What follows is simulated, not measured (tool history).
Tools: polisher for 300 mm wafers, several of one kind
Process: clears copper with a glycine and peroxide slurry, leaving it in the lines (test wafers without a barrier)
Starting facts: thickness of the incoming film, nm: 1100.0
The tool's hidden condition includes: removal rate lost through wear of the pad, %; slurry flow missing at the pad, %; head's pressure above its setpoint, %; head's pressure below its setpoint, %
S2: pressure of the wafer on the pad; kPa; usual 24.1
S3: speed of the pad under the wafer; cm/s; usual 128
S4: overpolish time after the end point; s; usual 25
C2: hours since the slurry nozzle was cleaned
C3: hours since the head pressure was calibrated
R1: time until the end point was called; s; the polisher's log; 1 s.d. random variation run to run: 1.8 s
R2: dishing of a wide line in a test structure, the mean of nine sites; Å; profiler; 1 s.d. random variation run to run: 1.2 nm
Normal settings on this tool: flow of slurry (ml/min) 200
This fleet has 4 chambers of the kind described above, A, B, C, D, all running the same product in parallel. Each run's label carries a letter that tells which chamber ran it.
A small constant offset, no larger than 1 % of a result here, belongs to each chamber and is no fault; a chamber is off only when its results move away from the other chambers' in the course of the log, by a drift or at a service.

{"hour": 0.9, "done": "chamber A: slurry nozzle cleaned"}
{"run": "1B", "hour": 13.2, "flow of slurry (ml/min)": 200, "S2": 24.1, "S3": 128, "S4": 25, "wafers polished on this pad": 307, "C2": 273.6, "C3": 823.7, "R1": 142.84, "R2": 865.25}
{"run": "2C", "hour": 20.5, "flow of slurry (ml/min)": 200, "S2": 24.1, "S3": 128, "S4": 25, "wafers polished on this pad": 248, "C2": 465.6, "C3": 474.6, "R1": 141.54, "R2": 852.0}
{"run": "3A", "hour": 32.5, "flow of slurry (ml/min)": 200, "S2": 24.1, "S3": 128, "S4": 25, "wafers polished on this pad": 218, "C2": 31.6, "C3": 857.5, "R1": 142.33, "R2": 855.14}
{"run": "4D", "hour": 38.9, "flow of slurry (ml/min)": 200, "S2": 24.1, "S3": 128, "S4": 25, "wafers polished on this pad": 971, "C2": 45.2, "C3": 394.0, "R1": 145.13, "R2": 874.44}
{"run": "5C", "hour": 52.1, "flow of slurry (ml/min)": 200, "S2": 24.1, "S3": 128, "S4": 25, "wafers polished on this pad": 413, "C2": 497.2, "C3": 506.2, "R1": 142.47, "R2": 856.05}
{"run": "6D", "hour": 63.0, "flow of slurry (ml/min)": 200, "S2": 24.1, "S3": 146, "S4": 25, "wafers polished on this pad": 1097, "C2": 69.3, "C3": 418.1, "R1": 127.75, "R2": 889.85}
{"hour": 71.8, "done": "chamber C: slurry nozzle cleaned"}
{"run": "7A", "hour": 75.7, "flow of slurry (ml/min)": 200, "S2": 24.1, "S3": 146, "S4": 25, "wafers polished on this pad": 445, "C2": 74.8, "C3": 900.7, "R1": 126.25, "R2": 889.79}
{"run": "8B", "hour": 87.7, "flow of slurry (ml/min)": 200, "S2": 24.1, "S3": 146, "S4": 25, "wafers polished on this pad": 698, "C2": 348.1, "C3": 898.2, "R1": 129.17, "R2": 893.08}
{"run": "9C", "hour": 101.5, "flow of slurry (ml/min)": 200, "S2": 24.1, "S3": 146, "S4": 25, "wafers polished on this pad": 672, "C2": 29.7, "C3": 555.6, "R1": 126.95, "R2": 883.53}
{"run": "10D", "hour": 113.6, "flow of slurry (ml/min)": 200, "S2": 24.1, "S3": 128, "S4": 25, "wafers polished on this pad": 1362, "C2": 119.9, "C3": 468.7, "R1": 141.46, "R2": 849.43}
{"hour": 114.7, "done": "chamber B: worn pad replaced by a new one"}
{"hour": 124.1, "done": "chamber B: slurry nozzle cleaned"}
{"run": "11B", "hour": 125.4, "flow of slurry (ml/min)": 200, "S2": 24.1, "S3": 128, "S4": 25, "wafers polished on this pad": 56, "C2": 1.4, "C3": 935.9, "R1": 145.62, "R2": 845.06}
{"hour": 129.0, "done": "chamber A: worn pad replaced by a new one"}
{"hour": 129.8, "done": "chamber D: worn pad replaced by a new one"}
{"run": "12A", "hour": 139.2, "flow of slurry (ml/min)": 200, "S2": 24.1, "S3": 128, "S4": 25, "wafers polished on this pad": 53, "C2": 138.3, "C3": 964.2, "R1": 142.11, "R2": 864.26}
{"run": "13D", "hour": 152.6, "flow of slurry (ml/min)": 200, "S2": 24.1, "S3": 128, "S4": 25, "wafers polished on this pad": 119, "C2": 158.9, "C3": 507.7, "R1": 140.36, "R2": 839.22}
{"hour": 154.0, "done": "chamber B: head pressure recalibrated"}
{"run": "14A", "hour": 162.2, "flow of slurry (ml/min)": 200, "S2": 24.1, "S3": 128, "S4": 25, "wafers polished on this pad": 174, "C2": 161.3, "C3": 987.2, "R1": 144.8, "R2": 850.07}
{"run": "15B", "hour": 170.7, "flow of slurry (ml/min)": 200, "S2": 24.1, "S3": 128, "S4": 25, "wafers polished on this pad": 293, "C2": 46.7, "C3": 16.8, "R1": 157.56, "R2": 789.04}
{"run": "16C", "hour": 180.0, "flow of slurry (ml/min)": 200, "S2": 24.1, "S3": 128, "S4": 25, "wafers polished on this pad": 1084, "C2": 108.2, "C3": 634.1, "R1": 145.38, "R2": 861.26}
{"run": "17A", "hour": 186.5, "flow of slurry (ml/min)": 200, "S2": 24.1, "S3": 128, "S4": 25, "wafers polished on this pad": 301, "C2": 185.6, "C3": 1011.5, "R1": 144.88, "R2": 840.97}
{"hour": 195.7, "done": "chamber C: worn pad replaced by a new one"}
{"run": "18C", "hour": 201.1, "flow of slurry (ml/min)": 200, "S2": 24.1, "S3": 128, "S4": 25, "wafers polished on this pad": 28, "C2": 129.3, "C3": 655.2, "R1": 140.35, "R2": 827.82}
{"hour": 201.9, "done": "chamber A: slurry nozzle cleaned"}
{"hour": 206.1, "done": "chamber D: head pressure recalibrated"}
{"run": "19D", "hour": 207.7, "flow of slurry (ml/min)": 200, "S2": 24.1, "S3": 110, "S4": 17, "wafers polished on this pad": 408, "C2": 214.0, "C3": 1.7, "R1": 160.95, "R2": 634.43}
{"run": "20B", "hour": 220.7, "flow of slurry (ml/min)": 200, "S2": 24.1, "S3": 110, "S4": 17, "wafers polished on this pad": 555, "C2": 96.7, "C3": 66.8, "R1": 182.22, "R2": 593.05}
{"hour": 222.2, "done": "chamber D: slurry nozzle cleaned"}
{"run": "21B", "hour": 227.3, "flow of slurry (ml/min)": 200, "S2": 24.1, "S3": 110, "S4": 17, "wafers polished on this pad": 589, "C2": 103.3, "C3": 73.4, "R1": 182.4, "R2": 600.04}
{"run": "22D", "hour": 235.9, "flow of slurry (ml/min)": 200, "S2": 24.1, "S3": 110, "S4": 17, "wafers polished on this pad": 556, "C2": 13.7, "C3": 29.9, "R1": 162.58, "R2": 636.64}
{"run": "23A", "hour": 244.5, "flow of slurry (ml/min)": 200, "S2": 24.1, "S3": 128, "S4": 25, "wafers polished on this pad": 605, "C2": 42.7, "C3": 1069.5, "R1": 140.93, "R2": 844.82}
{"hour": 257.0, "done": "chamber A: head pressure recalibrated"}
{"run": "24C", "hour": 259.3, "flow of slurry (ml/min)": 200, "S2": 24.1, "S3": 128, "S4": 25, "wafers polished on this pad": 333, "C2": 187.5, "C3": 713.4, "R1": 138.74, "R2": 854.78}
{"hour": 266.3, "done": "chamber A: worn pad replaced by a new one"}
{"run": "25A", "hour": 268.9, "flow of slurry (ml/min)": 200, "S2": 24.1, "S3": 128, "S4": 25, "wafers polished on this pad": 13, "C2": 67.1, "C3": 11.9, "R1": 139.74, "R2": 855.81}
{"run": "26B", "hour": 275.3, "flow of slurry (ml/min)": 200, "S2": 24.1, "S3": 128, "S4": 25, "wafers polished on this pad": 841, "C2": 151.3, "C3": 121.4, "R1": 161.07, "R2": 792.66}
{"run": "27C", "hour": 288.4, "flow of slurry (ml/min)": 200, "S2": 24.1, "S3": 128, "S4": 25, "wafers polished on this pad": 486, "C2": 216.6, "C3": 742.5, "R1": 138.98, "R2": 830.02}
{"run": "28D", "hour": 300.4, "flow of slurry (ml/min)": 200, "S2": 24.1, "S3": 128, "S4": 25, "wafers polished on this pad": 894, "C2": 78.2, "C3": 94.4, "R1": 140.63, "R2": 824.72}

Next, every chamber runs the same settings. What will each give?
{"run": "29A", "hour": 311.0, "flow of slurry (ml/min)": 200, "S2": 24.1, "S3": 128, "S4": 25, "R1": "?", "R2": "?"}
{"run": "29B", "hour": 311.0, "flow of slurry (ml/min)": 200, "S2": 24.1, "S3": 128, "S4": 25, "R1": "?", "R2": "?"}
{"run": "29C", "hour": 311.0, "flow of slurry (ml/min)": 200, "S2": 24.1, "S3": 128, "S4": 25, "R1": "?", "R2": "?"}
{"run": "29D", "hour": 311.0, "flow of slurry (ml/min)": 200, "S2": 24.1, "S3": 128, "S4": 25, "R1": "?", "R2": "?"}

run=29A R1=142.31 R2=837.14
run=29B R1=160.36 R2=789.81
run=29C R1=143.84 R2=863.68
run=29D R1=140.63 R2=859.41
